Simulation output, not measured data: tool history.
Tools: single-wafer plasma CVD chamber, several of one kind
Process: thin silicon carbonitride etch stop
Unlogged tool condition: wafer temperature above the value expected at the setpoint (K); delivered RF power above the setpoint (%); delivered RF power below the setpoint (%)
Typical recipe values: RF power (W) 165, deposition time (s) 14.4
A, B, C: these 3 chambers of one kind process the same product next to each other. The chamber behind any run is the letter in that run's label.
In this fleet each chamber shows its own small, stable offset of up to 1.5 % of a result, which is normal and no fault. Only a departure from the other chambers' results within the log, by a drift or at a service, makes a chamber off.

| run | day | RF power (W) | deposition time (s) | hours since the last thermocouple change | hours since the last RF generator calibration | read-back reference wafer on the same gauge, thickness_nm | mean film thickness on the monitor wafer (Å) |
|---|---|---|---|---|---|---|---|
| 1C | 0.192 | 165 | 14.4 | 1935.0 | 915.7 | 9.0628 | 77.360 |
| 2B | 0.504 | 165 | 14.4 | 327.4 | 1216.9 | 9.0710 | 78.210 |
| 3A | 0.708 | 165 | 14.4 | 1583.5 | 341.7 | 9.0636 | 78.015 |
| 4C | 0.917 | 165 | 14.4 | 1952.4 | 933.1 | 9.0646 | 79.434 |
| 5A | 1.117 | 165 | 14.4 | 1593.3 | 351.5 | 9.0727 | 77.378 |
| 6B | 1.275 | 165 | 14.4 | 345.9 | 1235.4 | 9.0552 | 77.468 |
| 7C | 1.533 | 165 | 14.4 | 1967.2 | 947.9 | 9.0621 | 78.512 |
| 8B | 1.733 | 165 | 14.4 | 356.9 | 1246.4 | 9.0565 | 77.967 |
| 9A | 1.971 | 165 | 14.4 | 1613.8 | 372.0 | 9.0651 | 77.718 |
| 10C | 2.221 | 165 | 14.4 | 1983.7 | 964.4 | 9.0821 | 78.488 |
| 11A | 2.546 | 165 | 14.4 | 1627.6 | 385.8 | 9.0503 | 77.770 |
| 12B | 2.788 | 165 | 14.4 | 382.2 | 1271.7 | 9.0564 | 78.501 |
| 13A | 3.092 | 165 | 16.5 | 1640.7 | 398.9 | 9.0413 | 88.489 |
| 14B | 3.329 | 165 | 16.5 | 395.2 | 1284.7 | 9.0741 | 89.226 |
| 15C | 3.704 | 165 | 16.5 | 2019.3 | 1000.0 | 9.0592 | 89.567 |
| 16A | 3.992 | 145 | 15.6 | 1662.3 | 420.5 | 9.0633 | 80.765 |
| 17B | 4.225 | 145 | 15.6 | 416.7 | 1306.2 | 9.0562 | 80.481 |
| 18C | 4.388 | 145 | 15.6 | 2035.7 | 1016.4 | 9.0567 | 81.108 |
| 19A | 4.696 | 165 | 14.4 | 1679.2 | 437.4 | 9.0614 | 77.817 |
| 20C | 4.888 | 165 | 14.4 | 2047.7 | 1028.4 | 9.0478 | 78.273 |
| 21B | 5.058 | 165 | 14.4 | 436.7 | 1326.2 | 9.0587 | 78.534 |
| 22C | 5.333 | 165 | 14.4 | 2058.4 | 1039.1 | 9.0633 | 77.961 |
| 23B | 5.608 | 165 | 14.4 | 449.9 | 1339.4 | 9.0571 | 77.918 |
| 24A | 5.862 | 165 | 14.4 | 1707.2 | 465.4 | 9.0705 | 76.644 |
| 25A | 6.083 | 165 | 14.4 | 1712.5 | 470.7 | 9.0770 | 77.742 |
|  | 6.308 | chamber A: thermocouple changed; heater temperature recalibrated |
| 26B | 6.308 | 165 | 14.4 | 466.7 | 1356.2 | 9.0579 | 77.456 |
| 27C | 6.621 | 165 | 14.4 | 2089.3 | 1070.0 | 9.0661 | 78.232 |
| 28B | 6.912 | 165 | 14.4 | 481.2 | 1370.7 | 9.0559 | 77.838 |
| 29C | 7.162 | 165 | 14.4 | 2102.3 | 1083.0 | 9.0599 | 78.854 |
| 30A | 7.462 | 165 | 14.4 | 27.8 | 503.8 | 9.0620 | 77.667 |
| 31A | 7.783 | 165 | 14.4 | 35.5 | 511.5 | 9.0559 | 78.130 |
| 32B | 8.083 | 165 | 14.4 | 509.3 | 1398.8 | 9.0624 | 77.441 |
| 33C | 8.442 | 165 | 14.4 | 2133.0 | 1113.7 | 9.0580 | 78.489 |
|  | 8.533 | chamber C: thermocouple changed; heater temperature recalibrated |
| 34A | 8.758 | 165 | 12.3 | 58.9 | 534.9 | 9.0579 | 66.292 |
| 35B | 8.946 | 165 | 12.3 | 530.0 | 1419.5 | 9.0724 | 65.835 |
| 36C | 9.275 | 165 | 12.3 | 17.9 | 1133.7 | 9.0592 | 66.863 |
| 37B | 9.467 | 165 | 14.4 | 542.5 | 1432.0 | 9.0584 | 77.968 |
| 38A | 9.796 | 135 | 16.3 | 83.8 | 559.8 | 9.0646 | 82.215 |
| 39C | 10.012 | 135 | 16.3 | 35.6 | 1151.4 | 9.0462 | 83.249 |
| 40C | 10.183 | 135 | 16.3 | 39.7 | 1155.5 | 9.0565 | 83.167 |
| 41B | 10.412 | 165 | 14.4 | 565.2 | 1454.7 | 9.0590 | 78.239 |
| 42A | 10.692 | 135 | 14.4 | 105.3 | 581.3 | 9.0481 | 73.135 |
| 43A | 10.917 | 135 | 14.4 | 110.7 | 586.7 | 9.0677 | 73.090 |

Decide between three cases: one chamber stands off from its peers, the gauge reading all wafers drifts, or nothing is wrong past each chamber's small offset. Where a chamber is off, say which and what most likely put it there.

Beyond each chamber's small constant offset nothing stands out, and the gauge stays steady.
